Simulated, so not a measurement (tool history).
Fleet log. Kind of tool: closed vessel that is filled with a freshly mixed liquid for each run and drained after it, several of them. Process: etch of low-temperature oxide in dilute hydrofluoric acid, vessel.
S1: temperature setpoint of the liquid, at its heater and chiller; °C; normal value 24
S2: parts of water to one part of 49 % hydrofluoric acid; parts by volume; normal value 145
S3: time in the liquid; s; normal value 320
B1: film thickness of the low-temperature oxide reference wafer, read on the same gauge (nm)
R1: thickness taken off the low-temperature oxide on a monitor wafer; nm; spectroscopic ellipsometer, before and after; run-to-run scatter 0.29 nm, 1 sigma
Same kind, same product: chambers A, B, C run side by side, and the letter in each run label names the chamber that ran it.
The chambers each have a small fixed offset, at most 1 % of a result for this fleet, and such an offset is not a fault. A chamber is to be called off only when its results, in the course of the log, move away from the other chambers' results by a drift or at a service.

run	hour	S1	S2	S3	B1	R1
1B	5.5	24	145	320	99.976	37.872
2A	17.3	24	145	320	99.995	38.129
3C	23.7	24	145	320	100.02	38.532
4B	30.5	24	145	320	100.01	38.002
# hour 32: chamber C: hydrofluoric acid flow meter replaced
5C	36.7	24	145	320	99.996	37.978
6A	47.7	24	145	320	100.03	38.117
7B	54.2	24	145	320	99.972	37.595
8A	59.9	24	145	320	99.973	37.532
9C	65.4	24	145	320	99.992	38.041
10C	73.7	24	145	320	99.992	37.721
11A	83.8	24	145	320	99.999	37.88
12B	90.9	24	145	320	99.99	37.916
13B	100.8	24	145	320	100.02	38.02
14C	111.3	26	105	320	100.01	59.537
15A	122.3	26	105	320	100	59.716
16A	132.2	26	105	320	99.972	60.045
17B	144.5	24	145	320	100.01	37.635
18C	155.4	24	145	320	100.03	38.277
19A	164.3	24	145	320	99.998	37.784
20C	175.7	24	145	320	99.987	38.441
21B	181.6	24	145	320	100.01	37.6
22C	192.9	24	145	320	99.982	38.852
23A	201.8	24	145	320	100.03	37.77
24B	213.4	24	145	320	99.997	37.842
25A	220	24	145	320	99.994	38.086
26B	231	24	145	320	99.949	37.615
# hour 240: chamber A: thermometer replaced
27C	241.3	24	145	320	99.993	39.354
28C	249.6	21	185	320	100	26.913
29B	256.7	21	185	320	99.993	25.49
30A	264.8	21	185	320	100	24.863
31B	273.3	19.5	200	320	99.986	21.817
32A	282.4	19.5	200	320	99.979	21.351
33C	288.3	19.5	200	320	99.98	23.411
34C	295.2	24	145	320	99.993	40.31
35B	305.3	24	145	320	100.01	37.976
36A	313.6	24	145	320	100	37.793
37C	324	24	145	320	100.03	40.917
38B	336	24	145	405	99.998	47.21
39A	341.9	24	145	405	100.01	47.84

Has any chamber moved away from the others, gradually or after a service, or does the common gauge drift, or do the chambers differ only by their own small steady offsets? State the chamber and the most likely cause if one applies.

Little by little, chamber C moves away from the other chambers.
Most likely cause: liquid hotter than its thermometer reads (K) = 1.83.
From this log alone, it may not be told apart from: hydrofluoric acid flow above the setpoint (%).

Below are 4 candidate recipes for chamber C's next run, each the usual settings with a change, their results shown as question marks. Which of them brings C's results back in line with what the other chambers give on the usual settings?
In line here means within this much of the mean the other chambers give on the usual settings: R1 1 nm
40C-1	350.7	24	145	295		?
40C-2	350.7	24	140	330		?
40C-3	350.7	24	155	300		?
40C-4	350.7	24	135	340		?

The mean the other chambers reach with the usual settings: R1 37.818 nm
run	R1
40C-1	37.802
40C-2	44.045
40C-3	35.565
40C-4	47.326
40C-1 puts the chamber back in line with the other chambers.
